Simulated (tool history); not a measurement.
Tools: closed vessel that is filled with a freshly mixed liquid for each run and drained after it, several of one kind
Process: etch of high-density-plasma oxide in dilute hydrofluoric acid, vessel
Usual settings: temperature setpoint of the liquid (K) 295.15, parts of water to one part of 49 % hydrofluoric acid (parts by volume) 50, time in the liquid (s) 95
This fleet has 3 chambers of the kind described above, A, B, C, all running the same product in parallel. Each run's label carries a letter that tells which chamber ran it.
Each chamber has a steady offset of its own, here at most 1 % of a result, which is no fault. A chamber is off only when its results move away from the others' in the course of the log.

run	day	temperature setpoint of the liquid (K)	parts of water to one part of 49 % hydrofluoric acid (parts by volume)	time in the liquid (s)	hours since the thermometer was replaced	hours since the hydrofluoric acid flow meter was replaced	read-back film thickness of the high-density-plasma oxide reference wafer, read on the same gauge (nm)	thickness taken off the high-density-plasma oxide on a monitor wafer (nm)
1C	0.183	295.15	50	95	518.3	1903.8	40.021	9.6567
2B	0.308	295.15	50	95	429.6	927.7	40.005	9.6753
3A	0.429	295.15	50	95	774.7	1611.9	39.999	9.6960
4C	0.575	295.15	50	95	527.7	1913.2	39.983	9.6518
5B	0.700	295.15	50	95	439.0	937.1	40.009	9.6996
6A	0.854	295.15	50	95	784.9	1622.1	40.025	9.8023
7A	0.975	295.15	50	135	787.8	1625.0	39.980	13.8340
8B	1.062	295.15	50	135	447.7	945.8	39.989	13.6210
9C	1.192	295.15	50	135	542.5	1928.0	39.999	13.6990
10B	1.308	295.15	50	95	453.6	951.7	40.015	9.6706
11C	1.483	295.15	30	95	549.5	1935.0	40.026	16.4070
12A	1.621	295.15	30	95	803.3	1640.5	40.062	16.4840
13A	1.796	295.15	30	95	807.5	1644.7	39.991	16.2070
14B	1.958	295.15	50	95	469.2	967.3	40.001	9.6378
15C	2.138	295.15	50	95	565.2	1950.7	40.011	9.6646
16C	2.283	295.15	50	95	568.7	1954.2	39.984	9.6891
17A	2.392	296.65	50	95	821.8	1659.0	39.969	10.1150
18B	2.542	296.65	50	95	483.2	981.3	39.954	10.2370
19B	2.688	296.65	50	95	486.7	984.8	40.009	10.2420
20A	2.800	295.15	50	95	831.6	1668.8	39.997	9.3326
21C	2.908	295.15	50	95	583.7	1969.2	39.999	9.6132
22C	3.062	295.15	50	95	587.4	1972.9	40.016	9.6401
23A	3.183	295.15	50	95	840.8	1678.0	39.961	9.2321

All chambers now run identical settings, listed one chamber a line with results as question marks. What results will each chamber show?
24A	3.317	295.15	50	95				?
24B	3.317	295.15	50	95				?
24C	3.317	295.15	50	95				?

run	thickness taken off the high-density-plasma oxide on a monitor wafer (nm)
24A	9.1503
24B	9.6867
24C	9.5866
